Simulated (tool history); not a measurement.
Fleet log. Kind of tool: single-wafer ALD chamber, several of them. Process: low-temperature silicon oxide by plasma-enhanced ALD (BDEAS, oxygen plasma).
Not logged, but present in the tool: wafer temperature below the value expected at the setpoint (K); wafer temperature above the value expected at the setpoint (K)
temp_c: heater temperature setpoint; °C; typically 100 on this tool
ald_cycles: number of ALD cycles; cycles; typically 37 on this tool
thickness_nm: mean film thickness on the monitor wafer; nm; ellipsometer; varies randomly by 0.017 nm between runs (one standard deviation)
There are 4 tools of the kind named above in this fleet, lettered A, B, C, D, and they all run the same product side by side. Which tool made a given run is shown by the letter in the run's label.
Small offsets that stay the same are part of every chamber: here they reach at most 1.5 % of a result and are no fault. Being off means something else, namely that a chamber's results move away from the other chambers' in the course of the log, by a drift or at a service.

run	hour	temp_c	ald_cycles	hours since the last thermocouple change	read-back reference wafer on the same gauge, thickness_nm	thickness_nm
1D	11.6	100	37	346.3	6.2067	5.2685
2A	20.9	100	37	496.9	6.2098	5.2958
3B	34.8	100	37	1080.3	6.2115	5.2724
4C	47.8	100	37	929.5	6.2095	5.3383
5B	56.8	100	37	1102.3	6.2114	5.2584
6C	63.8	100	37	945.5	6.2071	5.3331
7D	77	100	37	411.7	6.2096	5.2846
8A	86.4	100	37	562.4	6.2093	5.2928
9B	95.4	100	37	1140.9	6.2151	5.2889
10D	108	100	37	442.7	6.2054	5.2806
11A	121	100	37	597	6.2189	5.2613
12C	132.6	100	37	1014.3	6.2096	5.3805
13D	145.8	100	37	480.5	6.2122	5.2705
14A	155.1	100	37	631.1	6.2088	5.2758
15B	163.2	100	37	1208.7	6.2115	5.2779
16C	175.7	100	37	1057.4	6.2105	5.3332
17B	183.4	100	37	1228.9	6.2033	5.2835
18A	191.5	100	37	667.5	6.2075	5.2759
19D	204.1	100	37	538.8	6.2104	5.2889
# hour 211.3: chamber B: thermocouple changed; heater temperature recalibrated
20C	214.9	100	37	1096.6	6.2152	5.3559
21D	228.9	100	37	563.6	6.2116	5.3004
22A	235.9	100	37	711.9	6.2111	5.2968
23C	242.7	100	37	1124.4	6.2092	5.3793
24B	254.8	100	33	43.6	6.2135	4.7211
25D	265.7	100	33	600.4	6.214	4.7208
26C	276.8	100	33	1158.5	6.2087	4.7678
27A	287.7	100	33	763.7	6.2139	4.7039
28B	302.1	100	37	90.9	6.211	5.265
29B	315	110	40	103.8	6.2034	5.6043
30C	323.3	110	40	1205	6.212	5.682
31D	334	110	40	668.7	6.2096	5.6255
32A	343	110	40	819	6.2107	5.5908
33B	357.7	100	37	146.5	6.2065	5.2527
# hour 358: chamber A: thermocouple changed; heater temperature recalibrated
34C	368.3	100	37	1250	6.2143	5.3555
35D	377.8	100	37	712.5	6.2067	5.2868
36A	389.6	100	37	31.7	6.2098	5.2925
37C	399.1	100	37	1280.8	6.2128	5.355
38B	412.6	100	37	201.4	6.2067	5.3203
39A	419.7	106	37	61.8	6.2105	5.217
40D	432.4	106	37	767.1	6.2087	5.2224
41C	441	106	37	1322.7	6.2045	5.2725

Each of the 4 chambers runs these same settings next. Fill in every chamber's results:
42A	451.6	100	37			?
42B	451.6	100	37			?
42C	451.6	100	37			?
42D	451.6	100	37			?

run	thickness_nm
42A	5.3122
42B	5.2859
42C	5.3663
42D	5.2871

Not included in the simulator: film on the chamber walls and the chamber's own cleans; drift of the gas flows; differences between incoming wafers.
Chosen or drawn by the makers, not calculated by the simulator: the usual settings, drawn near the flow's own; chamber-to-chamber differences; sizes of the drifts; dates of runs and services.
